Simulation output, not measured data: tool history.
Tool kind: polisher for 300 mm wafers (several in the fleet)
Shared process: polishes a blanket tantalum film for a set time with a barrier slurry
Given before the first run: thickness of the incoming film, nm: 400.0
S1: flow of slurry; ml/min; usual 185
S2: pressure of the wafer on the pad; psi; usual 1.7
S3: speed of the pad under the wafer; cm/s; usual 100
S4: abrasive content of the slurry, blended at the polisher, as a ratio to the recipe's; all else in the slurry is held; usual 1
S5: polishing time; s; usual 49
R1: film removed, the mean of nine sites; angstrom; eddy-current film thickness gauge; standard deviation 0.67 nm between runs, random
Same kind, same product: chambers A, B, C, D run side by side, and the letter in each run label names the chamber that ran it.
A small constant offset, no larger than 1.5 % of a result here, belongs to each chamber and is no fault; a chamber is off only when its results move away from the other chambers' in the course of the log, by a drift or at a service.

run 1A hour=4.7 | S1=185 S2=1.7 S3=100 S4=1 S5=49 | R1=633.62
run 2C hour=9.4 | S1=185 S2=1.7 S3=100 S4=1 S5=49 | R1=651.60
run 3D hour=14.7 | S1=185 S2=1.7 S3=100 S4=1 S5=49 | R1=625.14
-- hour=14.8 chamber D: worn pad replaced by a new one
run 4B hour=20.6 | S1=185 S2=1.7 S3=100 S4=1 S5=49 | R1=629.39
run 5D hour=23.6 | S1=185 S2=1.7 S3=100 S4=1 S5=49 | R1=631.12
run 6C hour=27.1 | S1=185 S2=1.7 S3=100 S4=1 S5=49 | R1=656.12
-- hour=27.2 chamber C: head pressure recalibrated
-- hour=27.9 chamber C: slurry blender recalibrated
run 7A hour=29.8 | S1=185 S2=1.7 S3=100 S4=1 S5=49 | R1=636.15
run 8B hour=32.5 | S1=185 S2=1.7 S3=100 S4=1 S5=49 | R1=640.45
run 9D hour=36.7 | S1=185 S2=1.7 S3=100 S4=1 S5=49 | R1=633.65
run 10B hour=42.2 | S1=185 S2=1.7 S3=100 S4=1 S5=49 | R1=643.98
run 11C hour=47.1 | S1=185 S2=1.7 S3=100 S4=1 S5=49 | R1=654.69
-- hour=48.2 chamber C: worn pad replaced by a new one
run 12A hour=50.2 | S1=185 S2=1.7 S3=100 S4=1 S5=49 | R1=650.74
run 13A hour=55.7 | S1=185 S2=1.7 S3=100 S4=1 S5=49 | R1=640.92
-- hour=59.4 chamber D: head pressure recalibrated
run 14C hour=61.3 | S1=185 S2=1.7 S3=100 S4=1 S5=49 | R1=639.27
-- hour=62.1 chamber B: worn pad replaced by a new one
run 15D hour=65.5 | S1=185 S2=1.7 S3=100 S4=1 S5=49 | R1=716.75
run 16B hour=70.8 | S1=185 S2=1.7 S3=100 S4=1 S5=49 | R1=631.76
run 17B hour=76.0 | S1=185 S2=1.7 S3=100 S4=1 S5=49 | R1=636.31
run 18D hour=80.8 | S1=185 S2=1.7 S3=100 S4=1 S5=49 | R1=718.63
run 19C hour=85.8 | S1=185 S2=1.7 S3=100 S4=1 S5=49 | R1=643.11
run 20A hour=91.8 | S1=185 S2=1.3 S3=100 S4=1 S5=35 | R1=347.43
run 21C hour=96.6 | S1=185 S2=1.3 S3=100 S4=1 S5=35 | R1=352.76
run 22B hour=100.3 | S1=185 S2=1.3 S3=100 S4=1 S5=35 | R1=352.17
run 23A hour=103.8 | S1=185 S2=1.3 S3=100 S4=1 S5=35 | R1=351.13
run 24D hour=109.5 | S1=185 S2=1.7 S3=100 S4=1 S5=49 | R1=702.39
-- hour=112.0 chamber A: slurry blender recalibrated
run 25D hour=115.3 | S1=185 S2=1.7 S3=100 S4=1 S5=49 | R1=711.15
run 26A hour=120.1 | S1=185 S2=2.2 S3=100 S4=1 S5=49 | R1=827.66
run 27C hour=122.7 | S1=185 S2=2.2 S3=100 S4=1 S5=49 | R1=834.04
run 28B hour=126.9 | S1=185 S2=2.2 S3=100 S4=1 S5=49 | R1=829.52
run 29D hour=132.1 | S1=185 S2=2.2 S3=100 S4=1 S5=49 | R1=925.16

The same settings go to every chamber for the next run, one line per chamber below. Forecast the results for each:
run 30A hour=136.5 | S1=250 S2=1.7 S3=100 S4=1 S5=49 | R1=?
run 30B hour=136.5 | S1=250 S2=1.7 S3=100 S4=1 S5=49 | R1=?
run 30C hour=136.5 | S1=250 S2=1.7 S3=100 S4=1 S5=49 | R1=?
run 30D hour=136.5 | S1=250 S2=1.7 S3=100 S4=1 S5=49 | R1=?

run=30A R1=658.56
run=30B R1=657.97
run=30C R1=673.61
run=30D R1=728.62
